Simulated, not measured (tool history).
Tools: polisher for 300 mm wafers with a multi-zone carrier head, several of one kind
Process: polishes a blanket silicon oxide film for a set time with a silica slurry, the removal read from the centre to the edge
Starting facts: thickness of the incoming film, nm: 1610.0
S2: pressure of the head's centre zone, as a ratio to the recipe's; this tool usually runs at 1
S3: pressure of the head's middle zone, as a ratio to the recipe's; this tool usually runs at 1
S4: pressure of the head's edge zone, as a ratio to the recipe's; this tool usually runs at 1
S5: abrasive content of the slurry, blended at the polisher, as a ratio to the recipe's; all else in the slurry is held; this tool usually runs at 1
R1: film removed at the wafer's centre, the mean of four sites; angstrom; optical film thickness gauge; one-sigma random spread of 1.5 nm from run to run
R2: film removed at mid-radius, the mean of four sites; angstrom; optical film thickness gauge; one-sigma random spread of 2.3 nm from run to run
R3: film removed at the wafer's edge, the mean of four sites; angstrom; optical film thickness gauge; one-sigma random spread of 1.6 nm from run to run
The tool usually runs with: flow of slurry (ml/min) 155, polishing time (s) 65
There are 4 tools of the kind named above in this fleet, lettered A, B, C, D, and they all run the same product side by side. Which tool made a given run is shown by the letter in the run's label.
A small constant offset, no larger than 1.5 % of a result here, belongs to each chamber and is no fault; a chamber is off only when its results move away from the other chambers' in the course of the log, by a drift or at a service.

run 1B hour=6.2 | flow_of_slurry_(ml/min)=155 S2=1 S3=1 S4=1 S5=1 polishing_time_(s)=65 | R1=1904.7 R2=1944.5 R3=1913.1
-- hour=12.1 chamber D: worn pad replaced by a new one
run 2A hour=12.3 | flow_of_slurry_(ml/min)=155 S2=1 S3=1 S4=1 S5=1 polishing_time_(s)=65 | R1=1974.4 R2=1939.1 R3=1952.1
run 3D hour=19.1 | flow_of_slurry_(ml/min)=155 S2=1 S3=1 S4=1 S5=1 polishing_time_(s)=65 | R1=1921.7 R2=1905.2 R3=1942.8
-- hour=20.8 chamber B: worn pad replaced by a new one
run 4C hour=27.9 | flow_of_slurry_(ml/min)=155 S2=1 S3=1 S4=1 S5=1 polishing_time_(s)=65 | R1=1915.5 R2=1932.7 R3=1934.4
run 5A hour=32.8 | flow_of_slurry_(ml/min)=155 S2=1 S3=1 S4=1 S5=1 polishing_time_(s)=65 | R1=1939 R2=1933.6 R3=1956.9
run 6D hour=37.9 | flow_of_slurry_(ml/min)=155 S2=1 S3=1 S4=1 S5=1 polishing_time_(s)=65 | R1=1908.3 R2=1941.4 R3=1954.9
run 7B hour=42.4 | flow_of_slurry_(ml/min)=155 S2=1 S3=1 S4=1 S5=1 polishing_time_(s)=65 | R1=1920 R2=1984.7 R3=1930.8
run 8C hour=47.8 | flow_of_slurry_(ml/min)=155 S2=1 S3=1 S4=1 S5=1 polishing_time_(s)=65 | R1=1909.3 R2=1962.3 R3=1906.8
-- hour=50 chamber A: edge zone pressure recalibrated
-- hour=55.4 chamber D: worn pad replaced by a new one
run 9D hour=55.8 | flow_of_slurry_(ml/min)=155 S2=1 S3=1 S4=1 S5=1 polishing_time_(s)=65 | R1=1910.3 R2=1914.5 R3=1922.5
run 10B hour=63.6 | flow_of_slurry_(ml/min)=155 S2=1 S3=1 S4=1 S5=1 polishing_time_(s)=65 | R1=1928.2 R2=1936.2 R3=1943.8
-- hour=66.4 chamber C: edge zone pressure recalibrated
run 11C hour=71.2 | flow_of_slurry_(ml/min)=175 S2=1 S3=1.07 S4=1 S5=1 polishing_time_(s)=65 | R1=1994.3 R2=2118.8 R3=1963.5
-- hour=73.2 chamber C: worn pad replaced by a new one
run 12A hour=78.8 | flow_of_slurry_(ml/min)=175 S2=1 S3=1.07 S4=1 S5=1 polishing_time_(s)=65 | R1=1955.5 R2=2070.4 R3=1925.6
run 13D hour=87.8 | flow_of_slurry_(ml/min)=175 S2=1 S3=1.07 S4=1 S5=1 polishing_time_(s)=65 | R1=1921.3 R2=2061.8 R3=1975.4
-- hour=93.7 chamber B: worn pad replaced by a new one
run 14A hour=96.5 | flow_of_slurry_(ml/min)=175 S2=1 S3=1.07 S4=1 S5=1 polishing_time_(s)=65 | R1=1925.2 R2=2092.4 R3=1914.6
-- hour=98.6 chamber D: worn pad replaced by a new one
run 15B hour=101 | flow_of_slurry_(ml/min)=155 S2=1 S3=1 S4=1 S5=1 polishing_time_(s)=65 | R1=1932.3 R2=1953.1 R3=1920.2
run 16C hour=106.6 | flow_of_slurry_(ml/min)=155 S2=1 S3=1 S4=1 S5=1 polishing_time_(s)=65 | R1=1950.6 R2=1922.1 R3=1959.2
-- hour=107.6 chamber B: centre zone pressure recalibrated
run 17B hour=114 | flow_of_slurry_(ml/min)=155 S2=1 S3=1 S4=1 S5=1 polishing_time_(s)=65 | R1=1923 R2=1973.3 R3=1958.4
run 18A hour=120.7 | flow_of_slurry_(ml/min)=155 S2=1 S3=1 S4=1 S5=1 polishing_time_(s)=65 | R1=1885.7 R2=1854.8 R3=1840.2
run 19C hour=129.3 | flow_of_slurry_(ml/min)=155 S2=1 S3=1 S4=1 S5=1 polishing_time_(s)=65 | R1=1910.6 R2=1972.9 R3=1893.1
run 20D hour=134.4 | flow_of_slurry_(ml/min)=155 S2=1 S3=1 S4=1 S5=1 polishing_time_(s)=65 | R1=1878.8 R2=1889.3 R3=1936.4
-- hour=139.4 chamber D: edge zone pressure recalibrated
run 21A hour=140.4 | flow_of_slurry_(ml/min)=155 S2=1 S3=1 S4=1 S5=1 polishing_time_(s)=65 | R1=1856.1 R2=1827.9 R3=1853.4
-- hour=141.7 chamber D: worn pad replaced by a new one
run 22D hour=148.6 | flow_of_slurry_(ml/min)=155 S2=1 S3=1 S4=1 S5=1 polishing_time_(s)=65 | R1=1917 R2=1953.2 R3=1942.8
-- hour=157.8 chamber C: worn pad replaced by a new one
run 23C hour=157.9 | flow_of_slurry_(ml/min)=155 S2=1 S3=1 S4=1 S5=1 polishing_time_(s)=65 | R1=1949.2 R2=1920.1 R3=1941.5
-- hour=159.1 chamber B: worn pad replaced by a new one
run 24B hour=162.6 | flow_of_slurry_(ml/min)=155 S2=1 S3=1 S4=1 S5=1 polishing_time_(s)=65 | R1=1924.6 R2=1994.5 R3=1922.5
run 25B hour=169.4 | flow_of_slurry_(ml/min)=155 S2=1 S3=1 S4=1 S5=1 polishing_time_(s)=65 | R1=1915.1 R2=1921.2 R3=1926.3
run 26C hour=177.8 | flow_of_slurry_(ml/min)=155 S2=1 S3=1 S4=1 S5=1 polishing_time_(s)=65 | R1=1920.5 R2=1929.7 R3=1921.1
-- hour=180.3 chamber D: worn pad replaced by a new one
run 27A hour=185.7 | flow_of_slurry_(ml/min)=155 S2=1 S3=1 S4=1 S5=1 polishing_time_(s)=65 | R1=1788.2 R2=1803.6 R3=1785
run 28D hour=195.2 | flow_of_slurry_(ml/min)=155 S2=1 S3=1 S4=1 S5=1 polishing_time_(s)=65 | R1=1920.1 R2=1909.2 R3=1954.5
run 29A hour=202.6 | flow_of_slurry_(ml/min)=155 S2=1 S3=1.1 S4=0.94 S5=1 polishing_time_(s)=65 | R1=1769.4 R2=1893.2 R3=1710.2
run 30B hour=210.5 | flow_of_slurry_(ml/min)=155 S2=1 S3=1.1 S4=0.94 S5=1 polishing_time_(s)=65 | R1=1938.6 R2=2138.5 R3=1875.3
run 31C hour=218.4 | flow_of_slurry_(ml/min)=155 S2=1 S3=1.1 S4=0.94 S5=1 polishing_time_(s)=65 | R1=1933.1 R2=2117.9 R3=1891.5
-- hour=222 chamber D: worn pad replaced by a new one
run 32D hour=225.1 | flow_of_slurry_(ml/min)=155 S2=1 S3=1.1 S4=0.94 S5=1 polishing_time_(s)=65 | R1=1912.6 R2=2152.2 R3=1901.1

All chambers now run identical settings, listed one chamber a line with results as question marks. What results will each chamber show?
run 33A hour=231.9 | flow_of_slurry_(ml/min)=155 S2=1 S3=1 S4=1 S5=1 polishing_time_(s)=65 | R1=? R2=? R3=?
run 33B hour=231.9 | flow_of_slurry_(ml/min)=155 S2=1 S3=1 S4=1 S5=1 polishing_time_(s)=65 | R1=? R2=? R3=?
run 33C hour=231.9 | flow_of_slurry_(ml/min)=155 S2=1 S3=1 S4=1 S5=1 polishing_time_(s)=65 | R1=? R2=? R3=?
run 33D hour=231.9 | flow_of_slurry_(ml/min)=155 S2=1 S3=1 S4=1 S5=1 polishing_time_(s)=65 | R1=? R2=? R3=?

run=33A R1=1766.1 R2=1780 R3=1741.4
run=33B R1=1912.2 R2=1922.3 R3=1904.1
run=33C R1=1905.9 R2=1942.3 R3=1947.8
run=33D R1=1916.2 R2=1955 R3=1952.1
